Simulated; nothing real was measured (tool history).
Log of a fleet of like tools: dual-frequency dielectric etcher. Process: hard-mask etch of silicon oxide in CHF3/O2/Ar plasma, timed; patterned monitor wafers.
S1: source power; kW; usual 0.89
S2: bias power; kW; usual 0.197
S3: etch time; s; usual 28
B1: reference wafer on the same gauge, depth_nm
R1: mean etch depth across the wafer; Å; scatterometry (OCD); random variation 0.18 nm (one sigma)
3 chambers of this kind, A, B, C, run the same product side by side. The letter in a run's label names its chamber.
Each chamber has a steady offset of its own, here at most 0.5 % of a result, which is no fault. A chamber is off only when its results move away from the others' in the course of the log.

run	day	S1	S2	S3	B1	R1
1C	0.675	0.89	0.197	28	65.3	668.19
2B	0.996	0.89	0.197	28	65.321	668.53
3A	1.608	0.89	0.197	28	65.281	661.39
4A	2.112	0.89	0.197	28	65.315	660.61
5C	2.562	0.89	0.197	28	65.31	667.33
6B	2.888	1.1	0.197	28	65.32	725.58
7A	3.212	1.1	0.197	28	65.296	714.12
8C	3.75	1.1	0.197	28	65.272	724.1
9B	4.062	0.89	0.197	28	65.267	663.37
10C	4.504	0.89	0.197	28	65.298	666.63
11B	4.958	0.89	0.197	28	65.259	665.56
12A	5.538	0.89	0.197	28	65.257	663.05
13A	5.954	0.89	0.197	28	65.248	661.22
14C	6.521	0.7	0.197	36	65.364	786.58
15B	6.983	0.7	0.197	36	65.279	779.55
16A	7.638	0.7	0.197	36	65.339	773.81
17B	8.175	0.89	0.197	28	65.248	659.6
18C	8.654	0.89	0.197	28	65.304	663.64
19A	9.167	0.89	0.197	28	65.308	660.48
20C	9.679	0.89	0.197	28	65.281	667.05
21B	10.008	0.89	0.197	28	65.297	664.38
22A	10.504	0.89	0.197	28	65.314	659.63
23C	10.817	0.89	0.197	28	65.297	667.52
24B	11.488	1.09	0.181	28	65.307	693.9
25B	12.042	1.09	0.181	28	65.339	690.97
26C	12.633	1.09	0.181	28	65.296	699.86
27A	12.958	0.89	0.197	28	65.258	661.29
# day 13.138: chamber A: wet clean of the chamber
28A	13.433	0.89	0.197	28	65.321	659.6
29B	13.854	1.08	0.243	28	65.309	759.08
30C	14.175	1.08	0.243	28	65.325	771.13
31A	14.625	1.08	0.243	28	65.281	763.08
32B	15.179	0.89	0.197	28	65.315	658.69
# day 15.212: chamber C: wet clean of the chamber
33C	15.792	0.89	0.197	28	65.297	662.53
34C	16.379	0.89	0.197	28	65.31	665.01
35A	16.9	0.89	0.197	28	65.305	663.31
36B	17.346	0.89	0.197	28	65.303	654.91

All 3 chambers run these settings next. Forecast each chamber's results:
37A	17.833	0.89	0.197	28		?
37B	17.833	0.89	0.197	28		?
37C	17.833	0.89	0.197	28		?

run	R1
37A	659.96
37B	653.33
37C	662.59
